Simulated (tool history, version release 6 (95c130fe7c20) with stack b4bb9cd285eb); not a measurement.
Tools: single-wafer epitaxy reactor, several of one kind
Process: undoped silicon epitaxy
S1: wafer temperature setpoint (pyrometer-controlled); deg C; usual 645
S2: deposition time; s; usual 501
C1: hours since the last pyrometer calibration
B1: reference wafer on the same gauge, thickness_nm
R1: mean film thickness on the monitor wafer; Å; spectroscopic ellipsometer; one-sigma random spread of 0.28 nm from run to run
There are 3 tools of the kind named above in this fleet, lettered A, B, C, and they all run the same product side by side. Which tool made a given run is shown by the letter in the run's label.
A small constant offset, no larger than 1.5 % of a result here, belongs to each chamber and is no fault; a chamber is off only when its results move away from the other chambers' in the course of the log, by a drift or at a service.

run	hour	S1	S2	C1	B1	R1
1B	14.9	645	501	658.8	80.922	765.41
2C	29.7	645	501	2123.4	80.983	755.05
3A	37.4	645	501	310.4	81.078	744.84
4B	51.0	645	501	694.9	81.043	765.82
5A	60.8	651	411	333.8	81.027	700.80
6C	72.4	651	411	2166.1	81.046	708.99
7A	88.1	651	411	361.1	81.015	697.61
8C	96.7	645	501	2190.4	80.957	756.16
9B	108.3	645	501	752.2	81.017	763.76
10A	119.2	645	501	392.2	80.970	743.07
11C	128.2	645	501	2221.9	81.056	762.95
12B	137.6	645	501	781.5	81.046	763.91
13A	153.0	645	501	426.0	80.908	749.34
14B	165.2	645	501	809.1	81.029	760.31
15C	177.8	645	501	2271.5	81.027	758.42
16B	190.6	659	563	834.5	81.023	1162.40
17C	200.1	659	563	2293.8	80.977	1157.70
18A	212.7	659	563	485.7	80.974	1130.20
19C	225.4	645	501	2319.1	80.941	758.53
20B	234.9	645	501	878.8	80.910	758.74
21A	243.6	645	501	516.6	80.988	746.71
22A	250.9	645	501	523.9	81.025	744.43
23C	265.9	645	501	2359.6	80.920	753.50
24B	281.3	645	501	925.2	81.020	760.48
25B	294.9	645	501	938.8	81.005	762.19
26A	310.4	645	501	583.4	81.003	750.32
27C	323.7	645	501	2417.4	81.029	757.91

Decide between three cases: one chamber stands off from its peers, the gauge reading all wafers drifts, or nothing is wrong past each chamber's small offset. Where a chamber is off, say which and what most likely put it there.

Neither any chamber nor the gauge drifts; the chambers differ only by their own small, steady offsets.
